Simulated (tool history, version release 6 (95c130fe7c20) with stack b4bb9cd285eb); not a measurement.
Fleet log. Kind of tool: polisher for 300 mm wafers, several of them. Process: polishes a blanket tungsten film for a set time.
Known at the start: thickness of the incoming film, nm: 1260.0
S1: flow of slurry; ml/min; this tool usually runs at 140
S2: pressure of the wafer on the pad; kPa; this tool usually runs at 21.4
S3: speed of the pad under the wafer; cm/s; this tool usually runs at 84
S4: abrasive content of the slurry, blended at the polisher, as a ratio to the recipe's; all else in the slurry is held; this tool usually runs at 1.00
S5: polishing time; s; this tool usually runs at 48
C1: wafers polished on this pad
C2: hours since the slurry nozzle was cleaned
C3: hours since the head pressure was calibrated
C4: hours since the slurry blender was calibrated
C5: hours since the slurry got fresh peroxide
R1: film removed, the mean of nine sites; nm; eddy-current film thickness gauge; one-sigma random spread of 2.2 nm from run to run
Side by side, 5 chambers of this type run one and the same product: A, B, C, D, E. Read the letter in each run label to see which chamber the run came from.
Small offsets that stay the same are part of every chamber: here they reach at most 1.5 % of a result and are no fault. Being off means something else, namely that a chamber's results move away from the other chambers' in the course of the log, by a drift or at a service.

run	hour	S1	S2	S3	S4	S5	C1	C2	C3	C4	C5	R1
# hour 4.9: chamber C: slurry blender recalibrated
1D	7.3	140	21.4	84	1.00	48	271	173.0	191.1	260.2	53.5	177.25
2E	17.4	140	21.4	84	1.00	48	283	345.4	782.7	132.2	104.7	176.00
# hour 20.5: chamber A: worn pad replaced by a new one
3A	29.3	140	21.4	84	1.00	48	93	198.7	473.4	124.9	62.8	175.66
# hour 32.1: chamber C: worn pad replaced by a new one
4B	41.8	140	21.4	84	1.00	48	553	165.5	331.7	303.9	77.4	182.76
# hour 43.3: chamber B: slurry blender recalibrated
# hour 44.2: chamber A: slurry blender recalibrated
# hour 46.0: chamber D: slurry tank refilled with fresh slurry and peroxide
# hour 46.9: chamber B: slurry tank refilled with fresh slurry and peroxide
# hour 48.5: chamber E: slurry tank refilled with fresh slurry and peroxide
5C	54.4	140	21.4	84	1.00	48	234	139.5	155.0	49.6	83.9	172.98
6C	65.4	140	21.4	84	1.00	48	350	150.5	166.0	60.6	94.9	173.68
7E	71.6	140	21.4	84	1.00	48	852	399.6	836.9	186.4	23.2	176.84
# hour 79.4: chamber D: worn pad replaced by a new one
8A	80.7	140	21.4	84	1.00	48	632	250.1	524.8	36.6	114.2	175.23
# hour 85.0: chamber D: slurry blender recalibrated
# hour 87.0: chamber B: slurry nozzle cleaned
9D	87.5	140	21.4	84	1.00	48	85	253.2	271.3	2.6	41.6	177.98
10B	95.4	140	21.4	84	1.00	36	1116	8.4	385.3	52.2	48.6	133.43
# hour 97.1: chamber A: worn pad replaced by a new one
11B	104.6	140	21.4	84	1.00	36	1212	17.6	394.5	61.4	57.8	135.70
# hour 108.5: chamber E: worn pad replaced by a new one
# hour 108.9: chamber A: slurry tank refilled with fresh slurry and peroxide
# hour 115.8: chamber E: slurry blender recalibrated
12E	116.9	140	21.4	84	1.00	36	88	444.9	882.2	1.1	68.5	133.33
# hour 117.7: chamber E: head pressure recalibrated
# hour 125.7: chamber B: worn pad replaced by a new one
13C	130.5	140	21.4	84	1.00	36	1033	215.6	231.1	125.7	160.0	128.80
# hour 131.8: chamber D: slurry tank refilled with fresh slurry and peroxide
# hour 132.6: chamber B: slurry tank refilled with fresh slurry and peroxide
# hour 133.7: chamber D: head pressure recalibrated
14A	143.9	140	21.4	84	1.00	36	491	313.3	588.0	99.8	35.1	129.74
# hour 146.9: chamber B: head pressure recalibrated
15D	151.4	140	21.4	84	0.75	48	756	317.1	17.7	66.5	19.6	165.67
# hour 152.1: chamber D: slurry nozzle cleaned
16D	157.6	140	21.4	84	0.75	48	821	5.6	23.9	72.7	25.8	163.50
# hour 158.5: chamber C: slurry nozzle cleaned
# hour 160.6: chamber D: worn pad replaced by a new one
17A	164.9	140	21.4	84	0.75	48	711	334.3	609.0	120.8	56.1	163.75
# hour 166.0: chamber C: worn pad replaced by a new one
18E	171.0	140	21.4	84	0.75	48	656	499.0	53.4	55.2	122.6	168.61
# hour 179.9: chamber A: worn pad replaced by a new one
19B	180.6	140	21.4	84	0.75	48	576	93.6	33.7	137.4	48.0	166.02
20C	186.9	140	21.4	84	1.00	48	220	28.4	287.5	182.1	216.4	169.70
# hour 198.8: chamber E: slurry tank refilled with fresh slurry and peroxide
21A	199.8	140	21.4	84	1.00	48	209	369.2	643.9	155.7	91.0	177.85
22E	207.2	140	21.4	84	1.00	48	1036	535.2	89.6	91.4	8.4	172.52
# hour 209.0: chamber B: slurry tank refilled with fresh slurry and peroxide
# hour 210.7: chamber A: slurry blender recalibrated
# hour 211.8: chamber D: slurry tank refilled with fresh slurry and peroxide
23D	216.8	140	21.4	84	1.00	48	590	64.8	83.1	131.9	5.0	175.14
# hour 219.9: chamber A: slurry nozzle cleaned
# hour 222.2: chamber E: worn pad replaced by a new one
24B	229.6	140	21.4	84	1.00	48	1091	142.6	82.7	186.4	20.7	179.63
# hour 241.8: chamber D: worn pad replaced by a new one
25C	243.4	140	21.4	84	1.00	48	813	84.9	344.0	238.6	272.9	165.14
# hour 251.8: chamber B: worn pad replaced by a new one
# hour 257.0: chamber A: worn pad replaced by a new one
26C	257.3	140	24.8	84	1.00	48	959	98.8	357.9	252.5	286.8	192.26
27D	265.8	140	24.8	84	1.00	48	252	113.8	132.1	180.9	54.0	204.09
# hour 267.3: chamber A: slurry tank refilled with fresh slurry and peroxide
28B	272.4	140	24.8	84	1.00	48	216	185.4	125.5	229.2	63.5	202.62
29E	281.8	140	24.8	84	1.00	48	625	609.8	164.2	166.0	83.0	206.75
# hour 286.1: chamber B: slurry tank refilled with fresh slurry and peroxide
# hour 286.1: chamber D: slurry tank refilled with fresh slurry and peroxide
30A	294.8	140	24.8	84	1.00	48	397	74.9	738.9	84.2	27.5	199.64
# hour 296.7: chamber B: slurry blender recalibrated
# hour 302.5: chamber C: worn pad replaced by a new one
31A	307.1	140	21.4	84	1.00	48	526	87.2	751.2	96.5	39.8	175.74
32C	315.6	140	21.4	84	1.10	48	137	157.1	416.2	310.8	345.1	168.79
# hour 318.5: chamber E: slurry tank refilled with fresh slurry and peroxide
33E	323.0	140	21.4	84	1.10	48	1058	651.0	205.4	207.2	4.6	184.58
# hour 328.6: chamber E: slurry nozzle cleaned
34B	332.6	140	21.4	84	1.10	48	848	245.6	185.7	35.9	46.5	183.41
# hour 335.7: chamber D: worn pad replaced by a new one
# hour 338.5: chamber A: worn pad replaced by a new one
# hour 339.1: chamber C: slurry nozzle cleaned
# hour 339.1: chamber E: slurry blender recalibrated
# hour 339.3: chamber B: slurry nozzle cleaned
35D	343.1	140	21.4	84	1.10	48	78	191.1	209.4	258.2	57.1	182.74
# hour 350.3: chamber A: head pressure recalibrated
36C	354.7	140	21.4	84	1.10	48	548	15.7	455.3	349.9	384.2	162.42
# hour 360.2: chamber E: worn pad replaced by a new one
# hour 362.7: chamber B: worn pad replaced by a new one
# hour 366.2: chamber B: slurry tank refilled with fresh slurry and peroxide
37A	368.6	140	21.4	84	1.00	48	316	148.7	18.4	158.0	101.3	171.50
38B	379.7	140	21.4	84	1.00	48	179	40.5	232.8	83.0	13.5	181.79
# hour 382.7: chamber D: slurry tank refilled with fresh slurry and peroxide
39D	393.5	140	21.4	84	1.00	48	607	241.5	259.8	308.6	10.8	176.73
# hour 394.8: chamber C: slurry blender recalibrated
40E	406.7	140	21.4	84	1.00	48	488	78.2	289.1	67.7	88.3	178.08
41E	417.4	140	21.4	84	0.80	48	601	88.9	299.8	78.4	99.0	167.63
42C	430.7	140	21.4	84	0.80	48	1345	91.7	531.3	36.0	460.2	153.92

Does one chamber stand apart from the rest, does the shared gauge drift, or is all well apart from small per-chamber offsets? Give the chamber and the most likely cause, where there is one.

It is chamber C that slowly wanders off from its peers.
Cause: peroxide lost from the slurry, % = 22.5.
It could be hard to tell apart here from: head's pressure below its setpoint, %.

Chamber C could run next with any of the 4 candidate recipes listed below; each alters the usual settings, and their results appear as question marks. Which one brings its results back in line with what the other chambers deliver on the usual settings?
Allowed miss from the other chambers' usual-settings mean, per result, to count as in line: R1 7.80 nm
43C-1	440.7	140	21.4	82	1.00	47						?
43C-2	440.7	140	22.8	84	1.00	51						?
43C-3	440.7	170	21.4	84	1.00	48						?
43C-4	440.7	135	19.3	84	1.00	48						?

The mean the other chambers reach with the usual settings: R1 177.06 nm
run	R1
43C-1	150.15
43C-2	177.83
43C-3	162.31
43C-4	140.69
Change 43C-2 lands the chamber within the allowed miss of the other chambers.
